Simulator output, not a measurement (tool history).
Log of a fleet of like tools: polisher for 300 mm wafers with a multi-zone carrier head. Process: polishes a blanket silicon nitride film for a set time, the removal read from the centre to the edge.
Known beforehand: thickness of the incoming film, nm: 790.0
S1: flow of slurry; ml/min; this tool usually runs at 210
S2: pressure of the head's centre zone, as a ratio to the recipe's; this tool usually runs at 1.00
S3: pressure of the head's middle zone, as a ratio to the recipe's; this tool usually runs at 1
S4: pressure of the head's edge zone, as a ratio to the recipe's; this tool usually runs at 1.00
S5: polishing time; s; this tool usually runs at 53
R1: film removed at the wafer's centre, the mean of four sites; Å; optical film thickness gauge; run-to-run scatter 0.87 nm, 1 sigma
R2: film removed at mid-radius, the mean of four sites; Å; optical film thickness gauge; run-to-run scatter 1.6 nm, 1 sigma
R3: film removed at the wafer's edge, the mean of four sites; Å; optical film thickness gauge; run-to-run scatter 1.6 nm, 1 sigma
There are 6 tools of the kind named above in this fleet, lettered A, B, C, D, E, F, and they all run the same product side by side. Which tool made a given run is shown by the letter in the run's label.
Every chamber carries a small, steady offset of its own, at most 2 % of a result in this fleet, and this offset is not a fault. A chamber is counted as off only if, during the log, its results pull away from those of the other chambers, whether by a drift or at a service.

run    day   S1    S2  S3    S4  S5      R1      R2      R3
 1D  0.154  210  1.00   1  1.00  53  1260.0  1240.8  1240.4
 2E  0.279  210  1.00   1  1.00  53  1243.8  1238.7  1242.5
 3A  0.425  210  1.00   1  1.00  53  1267.9  1236.4  1253.2
     0.475  -- chamber B: worn pad replaced by a new one
 4B  0.525  210  1.00   1  1.00  53  1262.6  1269.9  1261.7
 5F  0.646  210  1.00   1  1.00  53  1244.3  1245.1  1267.7
     0.712  -- chamber E: worn pad replaced by a new one
 6C  0.792  210  1.00   1  1.00  53  1269.8  1234.2  1254.7
 7A  0.888  210  1.00   1  1.00  53  1277.8  1245.5  1262.7
 8C  1.029  210  1.00   1  1.00  53  1242.1  1257.6  1239.9
     1.138  -- chamber C: worn pad replaced by a new one
 9D  1.188  210  1.00   1  1.00  53  1247.7  1240.5  1270.3
10F  1.317  210  1.00   1  1.00  53  1269.9  1260.5  1271.0
     1.333  -- chamber D: slurry nozzle cleaned
     1.346  -- chamber A: worn pad replaced by a new one
11B  1.492  210  1.00   1  1.00  53  1268.3  1252.6  1233.0
12E  1.617  210  1.00   1  1.00  53  1270.8  1257.8  1267.2
     1.654  -- chamber F: worn pad replaced by a new one
     1.712  -- chamber A: slurry nozzle cleaned
     1.729  -- chamber D: worn pad replaced by a new one
13C  1.783  210  1.00   1  1.00  53  1251.4  1247.6  1262.5
14E  1.904  210  1.00   1  1.00  53  1241.4  1257.4  1268.3
15D  2.067  210  1.00   1  1.00  53  1251.5  1261.8  1259.9
16A  2.208  210  1.00   1  1.00  66  1604.3  1566.8  1553.9
17B  2.379  210  1.00   1  1.00  66  1544.1  1584.6  1544.8
18F  2.579  210  1.00   1  1.00  66  1552.3  1563.9  1564.6
19F  2.771  210  1.00   1  1.00  66  1555.3  1595.1  1567.5
     2.808  -- chamber B: worn pad replaced by a new one
20C  2.933  210  1.00   1  1.00  66  1567.8  1575.9  1555.6
21E  3.079  210  1.00   1  1.00  66  1560.2  1565.5  1566.5
     3.171  -- chamber A: worn pad replaced by a new one
22A  3.208  210  1.00   1  1.00  53  1273.8  1267.0  1248.9
     3.342  -- chamber F: centre zone pressure recalibrated
23D  3.350  210  1.00   1  1.00  53  1262.6  1240.3  1261.3
     3.421  -- chamber F: slurry nozzle cleaned
24B  3.525  245  0.88   1  1.00  53  1103.6  1291.4  1292.9
25D  3.667  245  0.88   1  1.00  53  1107.1  1264.2  1274.2
     3.738  -- chamber C: worn pad replaced by a new one
26F  3.775  245  0.88   1  1.00  53  1006.5  1296.2  1287.3
     3.838  -- chamber E: worn pad replaced by a new one
27E  3.962  245  0.88   1  1.00  53  1121.7  1277.4  1263.1
28A  4.167  245  0.88   1  1.00  53  1118.1  1269.1  1258.1
29B  4.292  245  0.88   1  1.00  53  1100.9  1296.0  1266.1
     4.433  -- chamber D: worn pad replaced by a new one
30C  4.471  210  1.00   1  1.00  53  1247.5  1244.4  1259.8
31A  4.608  210  1.00   1  1.00  53  1260.2  1240.3  1260.7
     4.638  -- chamber B: worn pad replaced by a new one
32E  4.750  210  1.00   1  1.00  53  1243.4  1270.4  1273.6
33B  4.867  210  1.00   1  1.04  69  1657.3  1642.8  1666.3
34F  5.004  210  1.00   1  1.04  69  1495.6  1605.6  1709.0
35D  5.108  210  1.00   1  1.04  69  1635.7  1618.9  1670.3
     5.125  -- chamber B: slurry nozzle cleaned
36C  5.246  210  1.00   1  1.04  69  1628.7  1599.7  1658.7
37E  5.400  210  1.00   1  1.04  69  1640.6  1623.1  1660.9
38B  5.567  210  1.00   1  1.04  69  1657.6  1645.7  1657.3
39C  5.700  210  1.00   1  1.00  53  1242.8  1265.6  1257.1

Does one chamber stand apart from the rest, does the shared gauge drift, or is all well apart from small per-chamber offsets? Give the chamber and the most likely cause, where there is one.

The work done on chamber F during a service left it standing apart from the others.
Likeliest cause: centre zone's pressure below its setpoint, % = 8.06.

Which of the 4 candidates below, each the usual settings with something changed and its results left as question marks, puts chamber F back in line with what the other chambers give on the usual settings?
In line here means within this much of the mean the other chambers give on the usual settings: R1 30.0 Å; R2 55.0 Å; R3 56.0 Å
40F-1  5.854  205  0.92  1.02  1.03  53   ?   ?   ?
40F-2  5.854  205  0.96  1.01  1.01  53   ?   ?   ?
40F-3  5.854  215  1.04  0.99  0.99  53   ?   ?   ?
40F-4  5.854  215  1.08  0.98  0.97  53   ?   ?   ?

Other chambers, usual settings, mean: R1 1256.3 Å; R2 1252.9 Å; R3 1253.2 Å
  run      R1      R2      R3
40F-1  1037.8  1282.4  1275.5
40F-2  1088.1  1270.5  1262.3
40F-3  1197.3  1254.9  1255.4
40F-4  1248.0  1243.0  1242.1
40F-4 brings the chamber back in line.

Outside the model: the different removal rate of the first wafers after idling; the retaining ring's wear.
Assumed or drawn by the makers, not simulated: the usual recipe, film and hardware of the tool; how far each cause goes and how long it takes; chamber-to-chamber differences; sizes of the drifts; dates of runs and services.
